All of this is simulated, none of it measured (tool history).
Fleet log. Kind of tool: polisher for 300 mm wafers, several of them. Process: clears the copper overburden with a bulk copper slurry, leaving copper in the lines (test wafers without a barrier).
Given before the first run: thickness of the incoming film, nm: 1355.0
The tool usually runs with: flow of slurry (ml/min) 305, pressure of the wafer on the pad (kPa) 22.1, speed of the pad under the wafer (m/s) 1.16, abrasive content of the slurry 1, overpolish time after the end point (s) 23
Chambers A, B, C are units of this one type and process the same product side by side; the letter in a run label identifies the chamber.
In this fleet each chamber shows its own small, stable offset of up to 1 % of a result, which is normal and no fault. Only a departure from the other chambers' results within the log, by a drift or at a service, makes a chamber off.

| run | hour | flow of slurry (ml/min) | pressure of the wafer on the pad (kPa) | speed of the pad under the wafer (m/s) | abrasive content of the slurry | overpolish time after the end point (s) | time until the end point was called (s) | dishing of a wide line in a test structure (nm) |
|---|---|---|---|---|---|---|---|---|
| 1B | 4.7 | 305 | 22.1 | 1.16 | 1 | 23 | 104.73 | 107.990 |
|  | 7.2 | chamber A: slurry blender recalibrated |
|  | 7.8 | chamber B: worn pad replaced by a new one |
| 2A | 8.3 | 305 | 22.1 | 1.16 | 1 | 23 | 105.48 | 108.280 |
| 3C | 12.5 | 305 | 22.1 | 1.16 | 1 | 23 | 105.52 | 108.950 |
| 4A | 17.0 | 305 | 22.1 | 1.16 | 1 | 23 | 107.72 | 109.080 |
|  | 20.0 | chamber A: worn pad replaced by a new one |
| 5B | 20.1 | 305 | 22.1 | 1.16 | 1 | 23 | 106.49 | 108.100 |
| 6C | 23.6 | 305 | 22.1 | 1.16 | 1 | 23 | 102.87 | 106.980 |
| 7A | 27.9 | 305 | 22.1 | 1.16 | 1 | 23 | 107.09 | 108.930 |
| 8C | 33.5 | 305 | 22.1 | 1.16 | 1 | 23 | 104.56 | 108.650 |
| 9B | 38.3 | 305 | 22.1 | 1.16 | 1 | 23 | 106.29 | 108.000 |
| 10B | 45.1 | 305 | 22.1 | 0.80 | 1 | 34 | 154.47 | 109.350 |
| 11C | 52.0 | 305 | 22.1 | 0.80 | 1 | 34 | 153.86 | 108.180 |
| 12A | 58.7 | 305 | 22.1 | 0.80 | 1 | 34 | 155.19 | 111.150 |
| 13B | 62.5 | 305 | 22.1 | 1.16 | 1 | 23 | 105.45 | 111.130 |
| 14A | 66.8 | 305 | 22.1 | 1.16 | 1 | 23 | 107.93 | 108.650 |
| 15C | 73.1 | 305 | 17.2 | 0.94 | 1 | 23 | 165.94 | 85.543 |
|  | 74.1 | chamber B: slurry blender recalibrated |
| 16B | 77.5 | 305 | 17.2 | 0.94 | 1 | 23 | 170.29 | 87.099 |
|  | 82.0 | chamber C: worn pad replaced by a new one |
| 17A | 82.4 | 305 | 17.2 | 0.94 | 1 | 23 | 171.21 | 85.830 |
| 18C | 88.4 | 305 | 22.1 | 1.16 | 1 | 23 | 108.07 | 107.560 |
| 19A | 94.5 | 235 | 22.1 | 1.16 | 1 | 33 | 110.49 | 122.580 |
|  | 94.8 | chamber A: worn pad replaced by a new one |
| 20C | 99.1 | 235 | 22.1 | 1.16 | 1 | 33 | 106.30 | 120.790 |
|  | 102.9 | chamber C: slurry blender recalibrated |
| 21B | 104.0 | 235 | 22.1 | 1.16 | 1 | 33 | 109.69 | 119.310 |
| 22B | 108.4 | 305 | 22.1 | 1.16 | 1 | 23 | 105.82 | 110.020 |
| 23C | 112.6 | 305 | 22.1 | 1.16 | 1 | 23 | 106.68 | 109.080 |
| 24A | 117.5 | 305 | 22.1 | 1.16 | 1 | 23 | 107.04 | 109.330 |

The same settings go to every chamber for the next run, one line per chamber below. Forecast the results for each:
| 25A | 122.6 | 305 | 22.1 | 1.16 | 1 | 23 | ? | ? |
| 25B | 122.6 | 305 | 22.1 | 1.16 | 1 | 23 | ? | ? |
| 25C | 122.6 | 305 | 22.1 | 1.16 | 1 | 23 | ? | ? |

| run | time until the end point was called (s) | dishing of a wide line in a test structure (nm) |
|---|---|---|
| 25A | 106.61 | 110.180 |
| 25B | 107.21 | 111.090 |
| 25C | 105.00 | 108.850 |

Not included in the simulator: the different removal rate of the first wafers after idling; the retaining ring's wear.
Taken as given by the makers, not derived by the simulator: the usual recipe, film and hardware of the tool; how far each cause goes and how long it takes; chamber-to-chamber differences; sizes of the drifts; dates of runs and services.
